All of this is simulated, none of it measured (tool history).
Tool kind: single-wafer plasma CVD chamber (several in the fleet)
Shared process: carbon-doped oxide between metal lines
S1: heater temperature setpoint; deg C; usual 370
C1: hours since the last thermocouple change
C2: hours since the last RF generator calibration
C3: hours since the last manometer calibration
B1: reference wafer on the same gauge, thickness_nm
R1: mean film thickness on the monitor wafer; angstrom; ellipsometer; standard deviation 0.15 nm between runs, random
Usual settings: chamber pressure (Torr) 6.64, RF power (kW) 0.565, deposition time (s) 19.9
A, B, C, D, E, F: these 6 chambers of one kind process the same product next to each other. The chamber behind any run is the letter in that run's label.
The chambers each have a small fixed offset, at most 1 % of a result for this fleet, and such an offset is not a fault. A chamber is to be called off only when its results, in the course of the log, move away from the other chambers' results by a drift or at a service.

{"run": "1D", "hour": 3.4, "S1": 370, "chamber pressure (Torr)": 6.64, "RF power (kW)": 0.565, "deposition time (s)": 19.9, "C1": 361.2, "C2": 1444.5, "C3": 765.8, "B1": 106.94, "R1": 1084.9}
{"run": "2A", "hour": 6.1, "S1": 370, "chamber pressure (Torr)": 6.64, "RF power (kW)": 0.565, "deposition time (s)": 19.9, "C1": 1431.3, "C2": 518.2, "C3": 391.9, "B1": 106.97, "R1": 1081.2}
{"run": "3E", "hour": 8.4, "S1": 370, "chamber pressure (Torr)": 6.64, "RF power (kW)": 0.565, "deposition time (s)": 19.9, "C1": 849.7, "C2": 1398.0, "C3": 411.2, "B1": 106.95, "R1": 1077.5}
{"run": "4C", "hour": 11.0, "S1": 370, "chamber pressure (Torr)": 6.64, "RF power (kW)": 0.565, "deposition time (s)": 19.9, "C1": 2009.1, "C2": 220.2, "C3": 1036.2, "B1": 106.95, "R1": 1072.5}
{"hour": 13.1, "done": "chamber A: thermocouple changed; heater temperature recalibrated"}
{"run": "5B", "hour": 14.0, "S1": 370, "chamber pressure (Torr)": 6.64, "RF power (kW)": 0.565, "deposition time (s)": 19.9, "C1": 1165.5, "C2": 1746.6, "C3": 533.0, "B1": 106.93, "R1": 1081.1}
{"run": "6F", "hour": 18.0, "S1": 370, "chamber pressure (Torr)": 6.64, "RF power (kW)": 0.565, "deposition time (s)": 19.9, "C1": 1109.2, "C2": 686.0, "C3": 1112.8, "B1": 106.89, "R1": 1086.8}
{"run": "7C", "hour": 20.2, "S1": 370, "chamber pressure (Torr)": 6.64, "RF power (kW)": 0.565, "deposition time (s)": 19.9, "C1": 2018.3, "C2": 229.4, "C3": 1045.4, "B1": 106.92, "R1": 1072.9}
{"run": "8B", "hour": 23.8, "S1": 370, "chamber pressure (Torr)": 6.64, "RF power (kW)": 0.565, "deposition time (s)": 19.9, "C1": 1175.3, "C2": 1756.4, "C3": 542.8, "B1": 106.89, "R1": 1082.3}
{"run": "9F", "hour": 27.3, "S1": 370, "chamber pressure (Torr)": 6.64, "RF power (kW)": 0.565, "deposition time (s)": 19.9, "C1": 1118.5, "C2": 695.3, "C3": 1122.1, "B1": 106.86, "R1": 1084.9}
{"run": "10E", "hour": 29.4, "S1": 370, "chamber pressure (Torr)": 6.64, "RF power (kW)": 0.565, "deposition time (s)": 19.9, "C1": 870.7, "C2": 1419.0, "C3": 432.2, "B1": 106.87, "R1": 1076.8}
{"run": "11A", "hour": 31.4, "S1": 370, "chamber pressure (Torr)": 6.64, "RF power (kW)": 0.565, "deposition time (s)": 19.9, "C1": 18.3, "C2": 543.5, "C3": 417.2, "B1": 106.84, "R1": 1077.8}
{"run": "12D", "hour": 34.1, "S1": 370, "chamber pressure (Torr)": 6.64, "RF power (kW)": 0.565, "deposition time (s)": 19.9, "C1": 391.9, "C2": 1475.2, "C3": 796.5, "B1": 106.81, "R1": 1082.6}
{"run": "13F", "hour": 37.6, "S1": 370, "chamber pressure (Torr)": 6.64, "RF power (kW)": 0.565, "deposition time (s)": 19.9, "C1": 1128.8, "C2": 705.6, "C3": 1132.4, "B1": 106.83, "R1": 1086.3}
{"run": "14B", "hour": 39.6, "S1": 370, "chamber pressure (Torr)": 6.64, "RF power (kW)": 0.565, "deposition time (s)": 19.9, "C1": 1191.1, "C2": 1772.2, "C3": 558.6, "B1": 106.85, "R1": 1080.0}
{"run": "15D", "hour": 43.6, "S1": 370, "chamber pressure (Torr)": 6.64, "RF power (kW)": 0.565, "deposition time (s)": 19.9, "C1": 401.4, "C2": 1484.7, "C3": 806.0, "B1": 106.83, "R1": 1082.1}
{"run": "16A", "hour": 45.9, "S1": 370, "chamber pressure (Torr)": 6.64, "RF power (kW)": 0.565, "deposition time (s)": 19.9, "C1": 32.8, "C2": 558.0, "C3": 431.7, "B1": 106.77, "R1": 1078.7}
{"run": "17C", "hour": 48.0, "S1": 370, "chamber pressure (Torr)": 6.64, "RF power (kW)": 0.565, "deposition time (s)": 19.9, "C1": 2046.1, "C2": 257.2, "C3": 1073.2, "B1": 106.77, "R1": 1069.6}
{"run": "18E", "hour": 51.0, "S1": 370, "chamber pressure (Torr)": 6.64, "RF power (kW)": 0.565, "deposition time (s)": 19.9, "C1": 892.3, "C2": 1440.6, "C3": 453.8, "B1": 106.79, "R1": 1076.7}
{"hour": 52.6, "done": "chamber B: RF generator calibrated"}
{"run": "19A", "hour": 53.4, "S1": 370, "chamber pressure (Torr)": 6.64, "RF power (kW)": 0.565, "deposition time (s)": 19.9, "C1": 40.3, "C2": 565.5, "C3": 439.2, "B1": 106.74, "R1": 1076.3}
{"run": "20D", "hour": 55.6, "S1": 370, "chamber pressure (Torr)": 6.64, "RF power (kW)": 0.565, "deposition time (s)": 19.9, "C1": 413.4, "C2": 1496.7, "C3": 818.0, "B1": 106.74, "R1": 1081.3}
{"run": "21B", "hour": 59.0, "S1": 370, "chamber pressure (Torr)": 6.64, "RF power (kW)": 0.565, "deposition time (s)": 19.9, "C1": 1210.5, "C2": 6.5, "C3": 578.0, "B1": 106.74, "R1": 1080.0}
{"run": "22C", "hour": 62.0, "S1": 370, "chamber pressure (Torr)": 6.64, "RF power (kW)": 0.565, "deposition time (s)": 19.9, "C1": 2060.1, "C2": 271.2, "C3": 1087.2, "B1": 106.69, "R1": 1070.4}
{"run": "23F", "hour": 66.0, "S1": 370, "chamber pressure (Torr)": 6.14, "RF power (kW)": 0.565, "deposition time (s)": 19.9, "C1": 1157.2, "C2": 734.0, "C3": 1160.8, "B1": 106.67, "R1": 1074.9}
{"hour": 66.2, "done": "chamber B: thermocouple changed; heater temperature recalibrated"}
{"run": "24E", "hour": 70.1, "S1": 370, "chamber pressure (Torr)": 6.14, "RF power (kW)": 0.565, "deposition time (s)": 19.9, "C1": 911.4, "C2": 1459.7, "C3": 472.9, "B1": 106.66, "R1": 1070.8}
{"run": "25C", "hour": 73.9, "S1": 370, "chamber pressure (Torr)": 6.14, "RF power (kW)": 0.565, "deposition time (s)": 19.9, "C1": 2072.0, "C2": 283.1, "C3": 1099.1, "B1": 106.67, "R1": 1060.5}
{"run": "26B", "hour": 76.9, "S1": 370, "chamber pressure (Torr)": 6.14, "RF power (kW)": 0.565, "deposition time (s)": 19.9, "C1": 10.8, "C2": 24.4, "C3": 595.9, "B1": 106.65, "R1": 1068.7}
{"run": "27E", "hour": 79.0, "S1": 370, "chamber pressure (Torr)": 6.14, "RF power (kW)": 0.565, "deposition time (s)": 19.9, "C1": 920.3, "C2": 1468.6, "C3": 481.8, "B1": 106.63, "R1": 1068.8}
{"run": "28A", "hour": 81.7, "S1": 370, "chamber pressure (Torr)": 6.14, "RF power (kW)": 0.565, "deposition time (s)": 19.9, "C1": 68.6, "C2": 593.8, "C3": 467.5, "B1": 106.62, "R1": 1067.6}
{"run": "29F", "hour": 84.2, "S1": 370, "chamber pressure (Torr)": 6.64, "RF power (kW)": 0.565, "deposition time (s)": 19.9, "C1": 1175.4, "C2": 752.2, "C3": 1179.0, "B1": 106.6, "R1": 1084.2}
{"run": "30D", "hour": 88.5, "S1": 370, "chamber pressure (Torr)": 6.64, "RF power (kW)": 0.565, "deposition time (s)": 19.9, "C1": 446.3, "C2": 1529.6, "C3": 850.9, "B1": 106.62, "R1": 1081.1}
{"run": "31A", "hour": 90.9, "S1": 370, "chamber pressure (Torr)": 6.64, "RF power (kW)": 0.565, "deposition time (s)": 19.9, "C1": 77.8, "C2": 603.0, "C3": 476.7, "B1": 106.57, "R1": 1074.1}
{"run": "32B", "hour": 93.5, "S1": 370, "chamber pressure (Torr)": 6.64, "RF power (kW)": 0.565, "deposition time (s)": 19.9, "C1": 27.4, "C2": 41.0, "C3": 612.5, "B1": 106.59, "R1": 1076.1}
{"run": "33E", "hour": 97.4, "S1": 370, "chamber pressure (Torr)": 6.02, "RF power (kW)": 0.565, "deposition time (s)": 19.9, "C1": 938.7, "C2": 1487.0, "C3": 500.2, "B1": 106.58, "R1": 1067.0}
{"run": "34F", "hour": 100.7, "S1": 370, "chamber pressure (Torr)": 6.02, "RF power (kW)": 0.565, "deposition time (s)": 19.9, "C1": 1191.9, "C2": 768.7, "C3": 1195.5, "B1": 106.54, "R1": 1072.5}
{"run": "35C", "hour": 103.3, "S1": 370, "chamber pressure (Torr)": 6.02, "RF power (kW)": 0.565, "deposition time (s)": 19.9, "C1": 2101.4, "C2": 312.5, "C3": 1128.5, "B1": 106.52, "R1": 1055.5}
{"run": "36D", "hour": 106.3, "S1": 370, "chamber pressure (Torr)": 6.02, "RF power (kW)": 0.565, "deposition time (s)": 19.9, "C1": 464.1, "C2": 1547.4, "C3": 868.7, "B1": 106.5, "R1": 1070.0}
{"run": "37E", "hour": 108.4, "S1": 370, "chamber pressure (Torr)": 6.02, "RF power (kW)": 0.565, "deposition time (s)": 19.9, "C1": 949.7, "C2": 1498.0, "C3": 511.2, "B1": 106.49, "R1": 1063.5}
{"run": "38F", "hour": 110.6, "S1": 370, "chamber pressure (Torr)": 6.02, "RF power (kW)": 0.565, "deposition time (s)": 19.9, "C1": 1201.8, "C2": 778.6, "C3": 1205.4, "B1": 106.52, "R1": 1072.1}
{"run": "39D", "hour": 113.5, "S1": 370, "chamber pressure (Torr)": 6.64, "RF power (kW)": 0.565, "deposition time (s)": 19.9, "C1": 471.3, "C2": 1554.6, "C3": 875.9, "B1": 106.46, "R1": 1083.2}
{"run": "40A", "hour": 116.5, "S1": 370, "chamber pressure (Torr)": 6.64, "RF power (kW)": 0.565, "deposition time (s)": 19.9, "C1": 103.4, "C2": 628.6, "C3": 502.3, "B1": 106.48, "R1": 1072.1}
{"run": "41C", "hour": 119.6, "S1": 370, "chamber pressure (Torr)": 6.64, "RF power (kW)": 0.565, "deposition time (s)": 19.9, "C1": 2117.7, "C2": 328.8, "C3": 1144.8, "B1": 106.41, "R1": 1066.4}
{"run": "42B", "hour": 122.7, "S1": 370, "chamber pressure (Torr)": 6.64, "RF power (kW)": 0.565, "deposition time (s)": 19.9, "C1": 56.6, "C2": 70.2, "C3": 641.7, "B1": 106.41, "R1": 1078.0}
{"run": "43F", "hour": 126.4, "S1": 357, "chamber pressure (Torr)": 6.64, "RF power (kW)": 0.495, "deposition time (s)": 19.9, "C1": 1217.6, "C2": 794.4, "C3": 1221.2, "B1": 106.41, "R1": 1025.4}

Is one chamber off against the others, does the gauge drift, or is nothing wrong? If a chamber is off, say which, and what the likeliest cause is.

The gauge drifts, so all chambers seem to drift together. No chamber is off.
Cause: gauge reads low (%) = 0.556.

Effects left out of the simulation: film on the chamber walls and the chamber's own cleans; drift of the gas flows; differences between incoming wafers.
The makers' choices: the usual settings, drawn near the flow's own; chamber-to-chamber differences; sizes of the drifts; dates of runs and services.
